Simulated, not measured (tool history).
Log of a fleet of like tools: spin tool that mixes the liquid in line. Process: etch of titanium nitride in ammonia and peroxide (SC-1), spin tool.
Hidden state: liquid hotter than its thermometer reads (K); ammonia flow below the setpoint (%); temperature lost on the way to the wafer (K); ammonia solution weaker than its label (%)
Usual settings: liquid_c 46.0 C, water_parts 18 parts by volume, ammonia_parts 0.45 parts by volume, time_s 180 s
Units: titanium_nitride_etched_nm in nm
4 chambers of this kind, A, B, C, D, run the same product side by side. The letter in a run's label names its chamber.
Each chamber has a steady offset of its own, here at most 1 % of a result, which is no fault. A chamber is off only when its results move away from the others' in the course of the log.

run,hour,liquid_c,water_parts,ammonia_parts,time_s,hours since the thermometer was replaced,hours since the ammonia flow meter was replaced,hours since the heated supply line was repaired,hours since the drum of ammonia solution was connected,"read-back film thickness of the titanium nitride reference wafer, read on the same gauge (nm)",titanium_nitride_etched_nm
1A,7.8,46.0,18,0.45,180,469.7,108.0,723.8,358.3,50.018,3.2621
2C,13.7,46.0,18,0.45,180,230.0,1320.6,1538.6,569.4,50.001,3.2439
3D,25.9,46.0,18,0.45,180,910.4,680.5,674.5,196.4,50.005,3.2551
4B,37.6,46.0,18,0.45,180,1267.0,197.7,55.6,145.6,49.960,3.2587
5B,43.4,51.0,18,0.45,180,1272.8,203.5,61.4,151.4,50.041,4.6299
6D,55.1,51.0,18,0.45,180,939.6,709.7,703.7,225.6,49.977,4.6743
7A,65.1,51.0,18,0.45,180,527.0,165.3,781.1,415.6,50.001,4.6538
8C,72.2,51.0,18,0.45,180,288.5,1379.1,1597.1,627.9,50.022,4.5834
9B,79.3,46.0,18,0.45,180,1308.7,239.4,97.3,187.3,50.001,3.2398
10C,88.2,46.0,18,0.45,180,304.5,1395.1,1613.1,643.9,50.026,3.2651
11A,99.4,46.0,18,0.45,180,561.3,199.6,815.4,449.9,49.980,3.2932
12D,105.5,46.0,18,0.45,180,990.0,760.1,754.1,276.0,49.987,3.2791
13A,112.7,46.0,18,0.45,180,574.6,212.9,828.7,463.2,50.013,3.2740
14B,119.6,46.0,18,0.45,180,1349.0,279.7,137.6,227.6,50.013,3.2843
15C,126.8,46.0,18,0.45,180,343.1,1433.7,1651.7,682.5,50.026,3.2698
16D,136.5,46.0,18,0.45,180,1021.0,791.1,785.1,307.0,49.986,3.2930
17A,145.9,46.0,18,0.45,180,607.8,246.1,861.9,496.4,49.979,3.3194
18C,156.1,46.0,18,0.45,180,372.4,1463.0,1681.0,711.8,49.993,3.2861
19D,165.3,46.0,18,0.45,180,1049.8,819.9,813.9,335.8,50.004,3.2741
20B,171.3,46.0,18,0.45,180,1400.7,331.4,189.3,279.3,50.038,3.2749
21D,180.5,46.0,18,0.45,180,1065.0,835.1,829.1,351.0,49.987,3.2948
22B,187.0,46.0,18,0.45,180,1416.4,347.1,205.0,295.0,49.953,3.2426
23C,196.4,46.0,18,0.45,180,412.7,1503.3,1721.3,752.1,49.987,3.2940
24A,205.6,46.0,18,0.45,180,667.5,305.8,921.6,556.1,49.972,3.3526
# hour 208.9: chamber D: new drum of ammonia solution connected
25A,215.4,46.0,18,0.45,180,677.3,315.6,931.4,565.9,49.971,3.3275
26D,221.2,46.0,18,0.45,180,1105.7,875.8,869.8,12.4,50.026,3.2849
27B,227.8,46.0,18,0.45,180,1457.2,387.9,245.8,335.8,49.995,3.2717
28C,238.9,54.5,18,0.25,180,455.2,1545.8,1763.8,794.6,49.949,5.2061
29A,245.5,54.5,18,0.25,180,707.4,345.7,961.5,596.0,49.964,5.4636
30B,253.9,54.5,18,0.25,180,1483.3,414.0,271.9,361.9,50.012,5.2467
31D,261.0,54.5,18,0.25,180,1145.5,915.6,909.6,52.2,50.013,5.2946
32C,266.7,46.0,18,0.45,180,483.0,1573.6,1791.6,822.4,49.993,3.2437
33A,277.6,46.0,18,0.45,180,739.5,377.8,993.6,628.1,50.011,3.4041

What goes on in this fleet: one chamber off, a drifting gauge, or nothing beyond the chambers' own small offsets? Name the chamber and the cause, if any.

Chamber A drifts away from the others.
Cause: liquid hotter than its thermometer reads (K) = 0.693.

Here are 4 candidates for chamber A's next run, each the usual settings with a change, their results left as question marks. Which one brings its results back in line with what the others give on the usual settings?
In line means no further than this from the other chambers' mean on the usual settings: titanium_nitride_etched_nm 0.0890 nm
34A-1,286.4,46.0,18.5,0.45,165,,,,,,?
34A-2,286.4,46.0,18.0,0.75,180,,,,,,?
34A-3,286.4,46.0,18.5,0.45,175,,,,,,?
34A-4,286.4,46.0,16.5,0.45,180,,,,,,?

The other chambers' mean on the usual settings: titanium_nitride_etched_nm 3.2658 nm
run,titanium_nitride_etched_nm
34A-1,3.0978
34A-2,3.7663
34A-3,3.2856
34A-4,3.6020
34A-3 brings the chamber back in line.
